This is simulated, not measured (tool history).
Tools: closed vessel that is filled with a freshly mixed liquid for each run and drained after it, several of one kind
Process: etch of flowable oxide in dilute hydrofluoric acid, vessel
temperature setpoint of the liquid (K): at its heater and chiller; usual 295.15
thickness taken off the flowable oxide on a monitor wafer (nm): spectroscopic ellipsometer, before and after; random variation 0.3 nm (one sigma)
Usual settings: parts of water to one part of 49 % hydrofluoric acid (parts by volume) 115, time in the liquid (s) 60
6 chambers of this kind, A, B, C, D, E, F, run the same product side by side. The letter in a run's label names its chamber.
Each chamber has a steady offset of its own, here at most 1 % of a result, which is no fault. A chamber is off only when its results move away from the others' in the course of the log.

run   hour  temperature setpoint of the liquid (K)  parts of water to one part of 49 % hydrofluoric acid (parts by volume)  time in the liquid (s)  hours since the thermometer was replaced  hours since the hydrofluoric acid flow meter was replaced  read-back film thickness of the flowable oxide reference wafer, read on the same gauge (nm)  thickness taken off the flowable oxide on a monitor wafer (nm)
 1E    4.8                                  295.15                                                                     115                      60                                    1821.2                                                       1036                                                                                       89.999                                                          31.583
 2B    7.7                                  295.15                                                                     115                      60                                      47.5                                                      185.3                                                                                        90.02                                                           32.91
 3A   10.6                                  295.15                                                                     115                      60                                    1566.5                                                      351.2                                                                                       89.977                                                          31.951
 4D   14.3                                  295.15                                                                     115                      60                                     284.7                                                      785.7                                                                                       90.022                                                           32.98
 5C   17.6                                  295.15                                                                     115                      60                                     668.4                                                      141.2                                                                                       89.999                                                          33.126
 6F   21.6                                  295.15                                                                     115                      60                                     553.1                                                      577.6                                                                                       89.992                                                          32.611
 7D   24.9                                  295.15                                                                     115                      60                                     295.3                                                      796.3                                                                                       89.976                                                          32.491
 8A   27.6                                  295.15                                                                     115                      60                                    1583.5                                                      368.2                                                                                       90.004                                                          32.363
 9C   30.9                                  295.15                                                                     115                      60                                     681.7                                                      154.5                                                                                       89.993                                                           32.63
10B   34.8                                  295.15                                                                     115                      60                                      74.6                                                      212.4                                                                                       90.015                                                          32.778
11F   37.9                                  295.15                                                                     115                      60                                     569.4                                                      593.9                                                                                       90.018                                                          32.175
12E     41                                  295.15                                                                     115                      60                                    1857.4                                                     1072.2                                                                                       89.955                                                          31.972
13C   44.3                                  295.15                                                                     115                      60                                     695.1                                                      167.9                                                                                       90.025                                                          32.793
14E     47                                  295.15                                                                     115                      60                                    1863.4                                                     1078.2                                                                                       90.037                                                          32.533
15D   50.1                                  295.15                                                                     115                      60                                     320.5                                                      821.5                                                                                       90.044                                                          32.115
16B   53.7                                  295.15                                                                     115                      60                                      93.5                                                      231.3                                                                                       89.959                                                          33.006
17F   57.4                                  295.15                                                                     115                      60                                     588.9                                                      613.4                                                                                       90.041                                                          32.285
18A     60                                  295.15                                                                     115                      60                                    1615.9                                                      400.6                                                                                       89.999                                                           32.31
19F   63.9                                  291.15                                                                     115                      45                                     595.4                                                      619.9                                                                                       89.995                                                          20.776
20E   66.6                                  291.15                                                                     115                      45                                      1883                                                     1097.8                                                                                       90.025                                                          20.357
21B   69.9                                  291.15                                                                     115                      45                                     109.7                                                      247.5                                                                                       89.977                                                          21.046
22A   73.5                                  291.15                                                                     115                      45                                    1629.4                                                      414.1                                                                                        89.96                                                          20.427
23D   77.3                                  291.15                                                                     115                      45                                     347.7                                                      848.7                                                                                        90.01                                                          20.616
24C   81.7                                  291.15                                                                     115                      45                                     732.5                                                      205.3                                                                                       90.029                                                          21.247
25A   86.3                                  295.15                                                                     115                      60                                    1642.2                                                      426.9                                                                                        89.99                                                          31.505
26B   88.5                                  295.15                                                                     115                      60                                     128.3                                                      266.1                                                                                        89.94                                                          32.757
27C   91.1                                  295.15                                                                     115                      60                                     741.9                                                      214.7                                                                                       90.048                                                          32.998
28F   95.8                                  295.15                                                                     115                      60                                     627.3                                                      651.8                                                                                       89.997                                                          32.442
29E   98.8                                  295.15                                                                     115                      60                                    1915.2                                                       1130                                                                                        90.03                                                          32.344
30D    102                                  295.15                                                                     115                      60                                     372.4                                                      873.4                                                                                       89.997                                                          32.361
31C  105.9                                  295.15                                                                     115                      60                                     756.7                                                      229.5                                                                                       89.973                                                          32.758
32D  110.3                                  295.15                                                                     115                      60                                     380.7                                                      881.7                                                                                       89.968                                                          32.783
33F  114.1                                  295.15                                                                     155                      60                                     645.6                                                      670.1                                                                                       90.005                                                          23.415
34A  116.3                                  295.15                                                                     155                      60                                    1672.2                                                      456.9                                                                                       90.036                                                          22.941
35E  118.6                                  295.15                                                                     155                      60                                      1935                                                     1149.8                                                                                       90.018                                                          23.419
36B  122.6                                  295.15                                                                     155                      60                                     162.4                                                      300.2                                                                                       90.023                                                          23.234
37F  126.5                                  295.15                                                                     155                      60                                       658                                                      682.5                                                                                           90                                                          23.302
38D  130.1                                  295.15                                                                     155                      60                                     400.5                                                      901.5                                                                                       89.974                                                          23.192
39B  134.9                                  295.15                                                                     115                      60                                     174.7                                                      312.5                                                                                        90.02                                                          32.598
40A    139                                  295.15                                                                     115                      60                                    1694.9                                                      479.6                                                                                       89.968                                                          31.668
41E  143.8                                  295.15                                                                     115                      60                                    1960.2                                                       1175                                                                                       89.942                                                          32.157
42C  146.7                                  299.15                                                                     175                      60                                     797.5                                                      270.3                                                                                       90.019                                                          23.854
43B  151.5                                  299.15                                                                     175                      60                                     191.3                                                      329.1                                                                                       89.987                                                          23.292

Next, every chamber runs the same settings. What will each give?
44A   155                                  295.15                                                                     115                      60                                                                                                                                                                                                                                                                 ?
44B   155                                  295.15                                                                     115                      60                                                                                                                                                                                                                                                                 ?
44C   155                                  295.15                                                                     115                      60                                                                                                                                                                                                                                                                 ?
44D   155                                  295.15                                                                     115                      60                                                                                                                                                                                                                                                                 ?
44E   155                                  295.15                                                                     115                      60                                                                                                                                                                                                                                                                 ?
44F   155                                  295.15                                                                     115                      60                                                                                                                                                                                                                                                                 ?

run  thickness taken off the flowable oxide on a monitor wafer (nm)
44A                                                          31.936
44B                                                          32.908
44C                                                          32.624
44D                                                          33.074
44E                                                          31.916
44F                                                          33.279

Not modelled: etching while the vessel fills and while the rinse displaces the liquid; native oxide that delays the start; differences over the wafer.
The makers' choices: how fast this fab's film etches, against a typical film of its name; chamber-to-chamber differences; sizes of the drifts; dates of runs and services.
